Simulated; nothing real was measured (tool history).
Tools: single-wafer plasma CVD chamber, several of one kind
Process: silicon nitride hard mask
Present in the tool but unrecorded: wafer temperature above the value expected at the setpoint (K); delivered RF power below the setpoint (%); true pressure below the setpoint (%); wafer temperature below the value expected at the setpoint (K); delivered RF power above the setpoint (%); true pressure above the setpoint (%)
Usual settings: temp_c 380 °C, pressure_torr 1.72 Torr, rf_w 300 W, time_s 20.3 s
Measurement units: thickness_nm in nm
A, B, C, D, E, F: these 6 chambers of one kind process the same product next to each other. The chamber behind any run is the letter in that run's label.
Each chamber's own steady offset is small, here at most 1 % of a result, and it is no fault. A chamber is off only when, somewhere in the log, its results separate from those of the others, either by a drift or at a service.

run,day,temp_c,pressure_torr,rf_w,time_s,hours since the last thermocouple change,hours since the last RF generator calibration,hours since the last manometer calibration,"read-back reference wafer on the same gauge, thickness_nm",thickness_nm
1A,0.271,380,1.72,300,20.3,1507.1,399.1,194.7,26.012,24.165
2F,0.754,380,1.72,300,20.3,1043.7,1133.2,995.1,26.001,24.080
3C,1.171,380,1.72,300,20.3,35.1,2134.9,550.5,26.005,24.497
4E,1.433,380,1.72,300,20.3,1904.8,1381.1,403.3,26.002,24.017
5D,1.675,380,1.72,300,20.3,3366.9,1888.8,473.3,25.995,24.163
# day 1.950: chamber D: thermocouple changed; heater temperature recalibrated
6B,1.992,380,1.72,300,20.3,630.9,1003.1,494.1,25.983,24.176
7A,2.467,380,1.93,300,20.3,1559.8,451.8,247.4,26.013,24.891
8F,2.738,380,1.93,300,20.3,1091.3,1180.8,1042.7,26.018,24.847
9E,3.083,380,1.93,300,20.3,1944.4,1420.7,442.9,26.013,24.539
10D,3.300,380,1.93,300,20.3,32.4,1927.8,512.3,25.990,24.608
11B,3.692,380,1.93,300,20.3,671.7,1043.9,534.9,26.001,24.839
12C,4.088,380,1.93,300,20.3,105.1,2204.9,620.5,26.020,24.983
13E,4.333,380,1.72,300,20.3,1974.4,1450.7,472.9,25.986,24.041
14B,4.721,380,1.72,300,20.3,696.4,1068.6,559.6,25.999,23.935
15A,5.158,380,1.72,300,20.3,1624.4,516.4,312.0,25.992,23.979
16F,5.542,380,1.72,300,18.8,1158.6,1248.1,1110.0,25.983,22.462
17C,5.817,380,1.72,300,18.8,146.6,2246.4,662.0,26.016,22.356
18D,6.096,380,1.72,300,18.8,99.5,1994.9,579.4,26.013,22.254
19E,6.562,380,1.72,300,18.8,2027.9,1504.2,526.4,25.981,21.927
20F,6.846,380,1.72,300,18.8,1189.9,1279.4,1141.3,25.986,22.526
21A,7.258,380,1.72,300,18.8,1674.8,566.8,362.4,25.980,22.202
22B,7.725,393,1.58,300,20.3,768.5,1140.7,631.7,26.005,23.351
23C,8.179,393,1.58,300,20.3,203.3,2303.1,718.7,25.994,23.452
24D,8.471,393,1.58,300,20.3,156.5,2051.9,636.4,26.005,23.306
25C,8.833,393,1.58,300,20.3,219.0,2318.8,734.4,25.992,23.421
26B,9.196,393,1.58,300,20.3,803.8,1176.0,667.0,26.020,23.313
27F,9.662,393,1.58,300,20.3,1257.5,1347.0,1208.9,25.974,23.389
28D,10.146,380,1.72,300,20.3,196.7,2092.1,676.6,26.017,24.095
# day 10.217: chamber E: thermocouple changed; heater temperature recalibrated
29E,10.471,380,1.72,300,20.3,6.1,1598.0,620.2,26.003,23.872
# day 10.708: chamber C: RF generator calibrated
30A,10.738,380,1.58,300,20.3,1758.3,650.3,445.9,26.002,23.333
31E,11.042,380,1.58,300,20.3,19.8,1611.7,633.9,26.003,23.193
32D,11.525,380,1.58,300,20.3,229.8,2125.2,709.7,26.028,23.168
33C,11.779,380,1.58,300,20.3,289.7,25.8,805.1,25.995,23.670
34B,12.258,380,1.58,300,20.3,877.3,1249.5,740.5,26.023,23.426
35A,12.525,380,1.58,300,20.3,1801.2,693.2,488.8,25.983,22.957
36F,12.912,380,1.72,300,20.3,1335.5,1425.0,1286.9,25.991,24.213
37A,13.333,380,1.72,300,20.3,1820.6,712.6,508.2,25.965,23.709
38C,13.712,380,1.72,300,20.3,336.1,72.2,851.5,25.997,24.051
39B,13.983,380,1.72,300,20.3,918.7,1290.9,781.9,25.978,24.258
# day 14.204: chamber D: RF generator calibrated
40D,14.462,380,1.52,325,20.3,300.3,6.2,780.2,26.006,24.329
41E,14.717,380,1.52,325,20.3,108.0,1699.9,722.1,25.987,24.319
42F,14.962,380,1.52,325,20.3,1384.7,1474.2,1336.1,26.011,24.458
43C,15.208,380,1.52,325,20.3,372.0,108.1,887.4,25.986,24.615
44B,15.650,380,1.52,325,20.3,958.7,1330.9,821.9,25.980,24.644

One chamber off, gauge drift, or nothing amiss beyond the chambers' own small offsets? If it is a chamber, which one, and what is the likeliest cause?

It is chamber A that slowly wanders off from its peers.
What lies behind it: delivered RF power below the setpoint (%) = 3.85.
The log may not tell that from: true pressure below the setpoint (%).

Which of the 4 candidates below, each the usual settings with something changed and its results left as question marks, puts chamber A back in line with what the other chambers give on the usual settings?
In-line tolerance around the mean of the other chambers on the usual settings: thickness_nm 0.360 nm
45A-1,15.996,380,1.72,280,20.3,,,,,?
45A-2,15.996,380,1.72,295,20.0,,,,,?
45A-3,15.996,380,1.72,310,20.3,,,,,?
45A-4,15.996,380,1.72,300,21.3,,,,,?

Average result of the remaining chambers running the usual settings: thickness_nm 24.067 nm
run,thickness_nm
45A-1,22.448
45A-2,22.908
45A-3,24.035
45A-4,24.669
45A-3 brings the chamber back in line.
